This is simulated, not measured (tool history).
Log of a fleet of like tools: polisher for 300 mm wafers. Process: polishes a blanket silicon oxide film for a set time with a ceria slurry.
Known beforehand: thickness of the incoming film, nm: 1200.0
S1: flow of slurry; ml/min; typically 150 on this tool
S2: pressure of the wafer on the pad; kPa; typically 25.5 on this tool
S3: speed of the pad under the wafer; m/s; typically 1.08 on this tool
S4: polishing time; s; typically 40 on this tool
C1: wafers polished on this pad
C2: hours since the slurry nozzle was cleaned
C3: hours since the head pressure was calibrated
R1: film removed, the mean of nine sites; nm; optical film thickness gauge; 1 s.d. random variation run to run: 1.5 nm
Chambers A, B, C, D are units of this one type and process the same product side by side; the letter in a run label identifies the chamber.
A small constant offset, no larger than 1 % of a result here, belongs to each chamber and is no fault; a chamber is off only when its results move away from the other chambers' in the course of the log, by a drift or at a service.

run,hour,S1,S2,S3,S4,C1,C2,C3,R1
1A,8.9,150,25.5,1.08,40,157,90.4,1221.6,202.12
2D,21.1,150,25.5,1.08,40,561,124.9,42.5,200.56
3B,34.3,150,25.5,1.08,40,635,718.7,1023.5,203.98
# hour 39.3: chamber D: worn pad replaced by a new one
4C,45.1,150,25.5,1.08,40,412,164.8,495.1,201.99
# hour 53.2: chamber A: head pressure recalibrated
5C,59.6,150,25.5,1.08,40,528,179.3,509.6,201.47
6A,69.3,150,25.5,1.08,40,643,150.8,16.2,204.67
# hour 74.8: chamber C: worn pad replaced by a new one
7D,82.4,150,25.5,1.08,40,347,186.2,103.8,203.52
8B,90.6,150,25.5,1.08,40,1088,775.0,1079.8,199.17
9B,101.1,150,25.5,1.08,40,1172,785.5,1090.3,202.12
10D,111.4,150,25.5,1.08,28,580,215.2,132.8,140.02
# hour 115.1: chamber D: worn pad replaced by a new one
# hour 117.3: chamber B: worn pad replaced by a new one
11C,124.2,150,25.5,1.08,28,398,243.9,574.2,140.17
12A,132.3,150,25.5,1.08,28,1150,213.8,79.2,141.36
# hour 133.3: chamber C: slurry nozzle cleaned
13D,139.6,150,25.5,1.08,28,197,243.4,161.0,143.19
# hour 141.3: chamber A: worn pad replaced by a new one
14C,147.0,150,25.5,1.08,40,581,13.8,597.0,202.15
# hour 148.3: chamber C: worn pad replaced by a new one
15B,155.0,150,25.5,1.08,40,303,839.4,1144.2,201.44
16A,166.8,150,25.5,1.08,40,205,248.3,113.7,202.21
# hour 171.3: chamber C: head pressure recalibrated
17A,179.6,175,25.5,1.08,40,308,261.1,126.5,210.01
# hour 188.9: chamber D: worn pad replaced by a new one
18B,189.5,175,25.5,1.08,40,581,873.9,1178.7,205.85
19C,200.9,175,25.5,1.08,40,424,67.7,29.7,204.07
# hour 201.1: chamber B: head pressure recalibrated
# hour 207.3: chamber B: slurry nozzle cleaned
20D,210.6,175,25.5,1.08,40,174,314.4,232.0,208.59
# hour 214.4: chamber A: slurry nozzle cleaned
# hour 218.4: chamber C: worn pad replaced by a new one
21D,219.0,150,25.5,1.08,40,242,322.8,240.4,203.03
22B,226.6,190,25.5,1.08,40,879,19.4,25.6,201.17
23A,238.9,190,25.5,1.08,40,785,24.5,185.8,214.00
24C,249.1,190,25.5,1.08,40,247,115.9,77.9,210.19
25D,263.6,190,25.5,1.08,40,601,367.4,285.0,208.36
# hour 267.6: chamber D: worn pad replaced by a new one
# hour 273.7: chamber B: worn pad replaced by a new one
26C,274.4,150,25.5,1.08,40,450,141.2,103.2,198.23
# hour 280.5: chamber A: worn pad replaced by a new one
27A,285.1,150,25.5,1.08,40,37,70.7,232.0,207.17
# hour 292.5: chamber C: worn pad replaced by a new one
28B,294.8,150,25.5,1.08,40,170,87.6,93.8,193.83
29B,302.7,150,25.5,1.08,40,234,95.5,101.7,191.87
30D,311.1,150,25.5,1.08,40,350,414.9,332.5,202.87
31A,318.4,150,21.4,1.08,26,305,104.0,265.3,110.36
32C,328.9,150,21.4,1.08,26,293,195.7,157.7,109.01
# hour 336.2: chamber D: worn pad replaced by a new one
33C,337.3,150,21.4,1.08,26,361,204.1,166.1,110.94
34B,348.6,150,21.4,1.08,26,603,141.4,147.6,104.59
35D,360.3,150,25.5,1.08,40,194,464.1,381.7,202.32
36A,369.7,150,25.5,1.08,40,718,155.3,316.6,202.08
# hour 371.5: chamber C: worn pad replaced by a new one
37A,376.8,150,25.5,0.90,40,775,162.4,323.7,172.27
38C,390.1,150,25.5,0.90,40,150,256.9,218.9,166.70

Predict what each chamber gives when all 4 of them run the settings below next.
39A,400.6,150,25.5,1.08,40,,,,?
39B,400.6,150,25.5,1.08,40,,,,?
39C,400.6,150,25.5,1.08,40,,,,?
39D,400.6,150,25.5,1.08,40,,,,?

run,R1
39A,205.52
39B,193.62
39C,201.60
39D,201.97
